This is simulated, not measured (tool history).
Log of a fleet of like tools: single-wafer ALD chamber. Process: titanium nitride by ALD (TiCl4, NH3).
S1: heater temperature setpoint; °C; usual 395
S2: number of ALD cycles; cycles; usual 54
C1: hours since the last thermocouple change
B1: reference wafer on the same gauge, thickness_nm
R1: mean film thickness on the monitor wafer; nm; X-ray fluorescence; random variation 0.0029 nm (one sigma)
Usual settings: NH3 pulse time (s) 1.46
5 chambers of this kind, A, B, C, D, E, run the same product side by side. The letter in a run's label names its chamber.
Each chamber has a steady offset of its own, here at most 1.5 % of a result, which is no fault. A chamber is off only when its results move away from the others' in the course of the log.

run 1C day=0.254 | S1=395 S2=54 NH3_pulse_time_(s)=1.46 | C1=251.0 | B1=0.94989 | R1=1.1638
run 2A day=0.500 | S1=395 S2=54 NH3_pulse_time_(s)=1.46 | C1=991.9 | B1=0.94959 | R1=1.1524
run 3D day=0.804 | S1=395 S2=54 NH3_pulse_time_(s)=1.46 | C1=1187.7 | B1=0.95028 | R1=1.1634
run 4E day=1.054 | S1=395 S2=54 NH3_pulse_time_(s)=1.46 | C1=240.4 | B1=0.95028 | R1=1.1769
run 5B day=1.292 | S1=395 S2=54 NH3_pulse_time_(s)=1.46 | C1=724.8 | B1=0.94996 | R1=1.1613
run 6B day=1.579 | S1=395 S2=54 NH3_pulse_time_(s)=1.46 | C1=731.7 | B1=0.95010 | R1=1.1593
run 7E day=1.871 | S1=395 S2=54 NH3_pulse_time_(s)=1.46 | C1=260.0 | B1=0.95021 | R1=1.1699
run 8C day=2.171 | S1=395 S2=54 NH3_pulse_time_(s)=1.46 | C1=297.0 | B1=0.94945 | R1=1.1642
run 9A day=2.417 | S1=395 S2=54 NH3_pulse_time_(s)=1.46 | C1=1037.9 | B1=0.95058 | R1=1.1571
run 10D day=2.600 | S1=395 S2=54 NH3_pulse_time_(s)=1.46 | C1=1230.8 | B1=0.94974 | R1=1.1658
run 11D day=2.762 | S1=395 S2=54 NH3_pulse_time_(s)=1.46 | C1=1234.7 | B1=0.94959 | R1=1.1625
run 12E day=3.058 | S1=403 S2=54 NH3_pulse_time_(s)=1.87 | C1=288.5 | B1=0.94993 | R1=1.1991
run 13C day=3.333 | S1=403 S2=54 NH3_pulse_time_(s)=1.87 | C1=324.9 | B1=0.94976 | R1=1.1838
run 14B day=3.550 | S1=403 S2=54 NH3_pulse_time_(s)=1.87 | C1=779.0 | B1=0.95000 | R1=1.1815
run 15A day=3.842 | S1=403 S2=54 NH3_pulse_time_(s)=1.87 | C1=1072.1 | B1=0.94966 | R1=1.1787
-- day=3.854 chamber D: thermocouple changed; heater temperature recalibrated
run 16D day=3.979 | S1=403 S2=54 NH3_pulse_time_(s)=1.87 | C1=3.1 | B1=0.95020 | R1=1.1890
run 17A day=4.150 | S1=395 S2=54 NH3_pulse_time_(s)=1.46 | C1=1079.5 | B1=0.95012 | R1=1.1540
run 18C day=4.379 | S1=395 S2=54 NH3_pulse_time_(s)=1.46 | C1=350.0 | B1=0.95007 | R1=1.1629
run 19E day=4.567 | S1=395 S2=54 NH3_pulse_time_(s)=1.46 | C1=324.7 | B1=0.94972 | R1=1.1684
run 20B day=4.792 | S1=395 S2=54 NH3_pulse_time_(s)=1.46 | C1=808.8 | B1=0.95015 | R1=1.1621
run 21D day=4.942 | S1=395 S2=54 NH3_pulse_time_(s)=1.75 | C1=26.2 | B1=0.95058 | R1=1.1771
run 22E day=5.162 | S1=395 S2=54 NH3_pulse_time_(s)=1.75 | C1=339.0 | B1=0.94910 | R1=1.1765
run 23B day=5.446 | S1=395 S2=54 NH3_pulse_time_(s)=1.75 | C1=824.5 | B1=0.95055 | R1=1.1684
run 24C day=5.617 | S1=395 S2=54 NH3_pulse_time_(s)=1.75 | C1=379.7 | B1=0.95004 | R1=1.1766
run 25A day=5.846 | S1=395 S2=54 NH3_pulse_time_(s)=1.75 | C1=1120.2 | B1=0.95068 | R1=1.1672
run 26C day=6.096 | S1=395 S2=54 NH3_pulse_time_(s)=0.96 | C1=391.2 | B1=0.94968 | R1=1.1339
run 27B day=6.375 | S1=395 S2=54 NH3_pulse_time_(s)=0.96 | C1=846.8 | B1=0.94978 | R1=1.1330
run 28E day=6.646 | S1=395 S2=54 NH3_pulse_time_(s)=0.96 | C1=374.6 | B1=0.95055 | R1=1.1415
run 29D day=6.938 | S1=395 S2=54 NH3_pulse_time_(s)=0.96 | C1=74.1 | B1=0.94959 | R1=1.1375
run 30A day=7.183 | S1=395 S2=54 NH3_pulse_time_(s)=0.96 | C1=1152.3 | B1=0.94967 | R1=1.1264
run 31A day=7.475 | S1=395 S2=54 NH3_pulse_time_(s)=1.46 | C1=1159.3 | B1=0.94984 | R1=1.1527
run 32D day=7.725 | S1=395 S2=54 NH3_pulse_time_(s)=1.46 | C1=93.0 | B1=0.95012 | R1=1.1602
run 33C day=7.862 | S1=395 S2=54 NH3_pulse_time_(s)=1.46 | C1=433.6 | B1=0.94988 | R1=1.1649
run 34E day=8.112 | S1=395 S2=54 NH3_pulse_time_(s)=1.46 | C1=409.8 | B1=0.95039 | R1=1.1680
run 35B day=8.383 | S1=395 S2=54 NH3_pulse_time_(s)=1.87 | C1=895.0 | B1=0.94957 | R1=1.1727
run 36B day=8.679 | S1=395 S2=54 NH3_pulse_time_(s)=1.87 | C1=902.1 | B1=0.94959 | R1=1.1715
run 37E day=8.854 | S1=395 S2=54 NH3_pulse_time_(s)=1.87 | C1=427.6 | B1=0.94993 | R1=1.1863

Next, every chamber runs the same settings. What will each give?
run 38A day=9.075 | S1=395 S2=54 NH3_pulse_time_(s)=1.46 | R1=?
run 38B day=9.075 | S1=395 S2=54 NH3_pulse_time_(s)=1.46 | R1=?
run 38C day=9.075 | S1=395 S2=54 NH3_pulse_time_(s)=1.46 | R1=?
run 38D day=9.075 | S1=395 S2=54 NH3_pulse_time_(s)=1.46 | R1=?
run 38E day=9.075 | S1=395 S2=54 NH3_pulse_time_(s)=1.46 | R1=?

run=38A R1=1.1593
run=38B R1=1.1619
run=38C R1=1.1609
run=38D R1=1.1705
run=38E R1=1.1719
